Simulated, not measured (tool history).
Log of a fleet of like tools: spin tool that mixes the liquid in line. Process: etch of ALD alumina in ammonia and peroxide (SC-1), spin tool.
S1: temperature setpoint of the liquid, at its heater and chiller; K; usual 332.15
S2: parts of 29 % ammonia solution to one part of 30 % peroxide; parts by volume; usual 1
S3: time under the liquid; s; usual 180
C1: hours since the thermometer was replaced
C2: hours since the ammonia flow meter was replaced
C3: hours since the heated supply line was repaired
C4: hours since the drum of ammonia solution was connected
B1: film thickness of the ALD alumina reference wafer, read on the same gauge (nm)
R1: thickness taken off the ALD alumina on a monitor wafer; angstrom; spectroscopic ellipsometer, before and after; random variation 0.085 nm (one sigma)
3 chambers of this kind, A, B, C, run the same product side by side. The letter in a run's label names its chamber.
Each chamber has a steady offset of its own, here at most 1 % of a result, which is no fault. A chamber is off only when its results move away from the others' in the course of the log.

Run 1B, hour 6.3: usual settings; C1 49.2; C2 94.6; C3 583.1; C4 53.4; B1 60.045. Result: R1 91.955 angstrom.
Run 2A, hour 11.3: usual settings; C1 748.1; C2 1104.7; C3 110.8; C4 22; B1 60.03. Result: R1 91.525 angstrom.
Run 3C, hour 16.5: usual settings; C1 436.6; C2 868.6; C3 1414; C4 729.3; B1 60.014. Result: R1 93.035 angstrom.
Run 4B, hour 19.9: usual settings; C1 62.8; C2 108.2; C3 596.7; C4 67; B1 59.964. Result: R1 93.604 angstrom.
Run 5C, hour 23.5: usual settings but S1 327.15 K, S2 0.7 parts by volume; C1 443.6; C2 875.6; C3 1421; C4 736.3; B1 60.013. Result: R1 70.928 angstrom.
Run 6A, hour 29.7: usual settings but S1 327.15 K, S2 0.7 parts by volume; C1 766.5; C2 1123.1; C3 129.2; C4 40.4; B1 59.98. Result: R1 67.5 angstrom.
Run 7C, hour 33.8: usual settings but S1 327.15 K, S2 0.7 parts by volume; C1 453.9; C2 885.9; C3 1431.3; C4 746.6; B1 59.972. Result: R1 68.647 angstrom.
Run 8A, hour 36.7: usual settings; C1 773.5; C2 1130.1; C3 136.2; C4 47.4; B1 59.999. Result: R1 94.288 angstrom.
Run 9B, hour 39.7: usual settings; C1 82.6; C2 128; C3 616.5; C4 86.8; B1 59.97. Result: R1 92.323 angstrom.
Run 10B, hour 46: usual settings but S1 338.15 K, S3 235 s; C1 88.9; C2 134.3; C3 622.8; C4 93.1; B1 60.006. Result: R1 162.93 angstrom.
Run 11A, hour 49.8: usual settings but S1 338.15 K, S3 235 s; C1 786.6; C2 1143.2; C3 149.3; C4 60.5; B1 60.025. Result: R1 165.3 angstrom.
Run 12C, hour 55.1: usual settings but S1 338.15 K, S3 235 s; C1 475.2; C2 907.2; C3 1452.6; C4 767.9; B1 59.993. Result: R1 164.78 angstrom.
Run 13C, hour 58.6: usual settings; C1 478.7; C2 910.7; C3 1456.1; C4 771.4; B1 60.022. Result: R1 94.284 angstrom.
Run 14B, hour 63.1: usual settings; C1 106; C2 151.4; C3 639.9; C4 110.2; B1 60.025. Result: R1 93.454 angstrom.
Run 15A, hour 66.4: usual settings; C1 803.2; C2 1159.8; C3 165.9; C4 77.1; B1 60.051. Result: R1 92.601 angstrom.
Run 16C, hour 69.6: usual settings but S1 326.15 K, S3 220 s; C1 489.7; C2 921.7; C3 1467.1; C4 782.4; B1 59.997. Result: R1 84.834 angstrom.
Run 17B, hour 76: usual settings but S1 326.15 K, S3 220 s; C1 118.9; C2 164.3; C3 652.8; C4 123.1; B1 59.992. Result: R1 82.888 angstrom.
Run 18A, hour 80.5: usual settings but S1 326.15 K, S3 220 s; C1 817.3; C2 1173.9; C3 180; C4 91.2; B1 60.032. Result: R1 81.925 angstrom.
Run 19B, hour 87.1: usual settings; C1 130; C2 175.4; C3 663.9; C4 134.2; B1 59.989. Result: R1 92.578 angstrom.
Run 20A, hour 93.1: usual settings; C1 829.9; C2 1186.5; C3 192.6; C4 103.8; B1 60.02. Result: R1 91.273 angstrom.
Run 21C, hour 96.5: usual settings; C1 516.6; C2 948.6; C3 1494; C4 809.3; B1 59.955. Result: R1 91.627 angstrom.
Run 22C, hour 100.3: usual settings; C1 520.4; C2 952.4; C3 1497.8; C4 813.1; B1 60.002. Result: R1 90.925 angstrom.
Run 23A, hour 104.3: usual settings; C1 841.1; C2 1197.7; C3 203.8; C4 115; B1 60.031. Result: R1 91.437 angstrom.
Run 24B, hour 108.8: usual settings; C1 151.7; C2 197.1; C3 685.6; C4 155.9; B1 59.998. Result: R1 92.511 angstrom.
Run 25C, hour 114.2: usual settings; C1 534.3; C2 966.3; C3 1511.7; C4 827; B1 60.038. Result: R1 89.871 angstrom.
Run 26B, hour 120.2: usual settings; C1 163.1; C2 208.5; C3 697; C4 167.3; B1 60.021. Result: R1 93.339 angstrom.
Run 27A, hour 125.6: usual settings; C1 862.4; C2 1219; C3 225.1; C4 136.3; B1 59.995. Result: R1 93.067 angstrom.
Run 28C, hour 128.8: usual settings; C1 548.9; C2 980.9; C3 1526.3; C4 841.6; B1 59.999. Result: R1 88.187 angstrom.
Run 29A, hour 131.9: usual settings; C1 868.7; C2 1225.3; C3 231.4; C4 142.6; B1 60.024. Result: R1 92.918 angstrom.
Run 30B, hour 137.5: usual settings; C1 180.4; C2 225.8; C3 714.3; C4 184.6; B1 60.051. Result: R1 91.778 angstrom.
Run 31A, hour 140.9: usual settings; C1 877.7; C2 1234.3; C3 240.4; C4 151.6; B1 60.01. Result: R1 93.486 angstrom.
Run 32C, hour 146.4: usual settings but S1 327.65 K, S2 0.8 parts by volume; C1 566.5; C2 998.5; C3 1543.9; C4 859.2; B1 59.955. Result: R1 67.712 angstrom.
Run 33B, hour 152.1: usual settings but S1 327.65 K, S2 0.8 parts by volume; C1 195; C2 240.4; C3 728.9; C4 199.2; B1 60.016. Result: R1 72.083 angstrom.
Run 34B, hour 155: usual settings but S1 327.65 K, S2 0.8 parts by volume; C1 197.9; C2 243.3; C3 731.8; C4 202.1; B1 60.011. Result: R1 72.398 angstrom.
Run 35C, hour 158.5: usual settings but S2 0.8 parts by volume, S3 80 s; C1 578.6; C2 1010.6; C3 1556; C4 871.3; B1 60. Result: R1 37.511 angstrom.
Run 36A, hour 162.4: usual settings but S2 0.8 parts by volume, S3 80 s; C1 899.2; C2 1255.8; C3 261.9; C4 173.1; B1 60.001. Result: R1 40.385 angstrom.
Run 37A, hour 165.9: usual settings but S2 0.8 parts by volume, S3 80 s; C1 902.7; C2 1259.3; C3 265.4; C4 176.6; B1 59.996. Result: R1 40.149 angstrom.
Run 38B, hour 169.4: usual settings; C1 212.3; C2 257.7; C3 746.2; C4 216.5; B1 60.011. Result: R1 92.37 angstrom.
Run 39C, hour 174.5: usual settings; C1 594.6; C2 1026.6; C3 1572; C4 887.3; B1 59.994. Result: R1 84.658 angstrom.
Run 40B, hour 179.4: usual settings; C1 222.3; C2 267.7; C3 756.2; C4 226.5; B1 59.962. Result: R1 93.827 angstrom.
Run 41A, hour 182.4: usual settings but S1 322.65 K; C1 919.2; C2 1275.8; C3 281.9; C4 193.1; B1 59.995. Result: R1 56.023 angstrom.
Run 42C, hour 187.8: usual settings but S1 322.65 K; C1 607.9; C2 1039.9; C3 1585.3; C4 900.6; B1 60.023. Result: R1 51.419 angstrom.
Run 43A, hour 194.6: usual settings but S1 322.65 K; C1 931.4; C2 1288; C3 294.1; C4 205.3; B1 60.017. Result: R1 55.486 angstrom.

All 3 chambers run these settings next. Forecast each chamber's results:
Run 44A, hour 199.4: usual settings. Result: R1 ?.
Run 44B, hour 199.4: usual settings. Result: R1 ?.
Run 44C, hour 199.4: usual settings. Result: R1 ?.

run      R1
44A  92.786
44B  92.097
44C   84.73
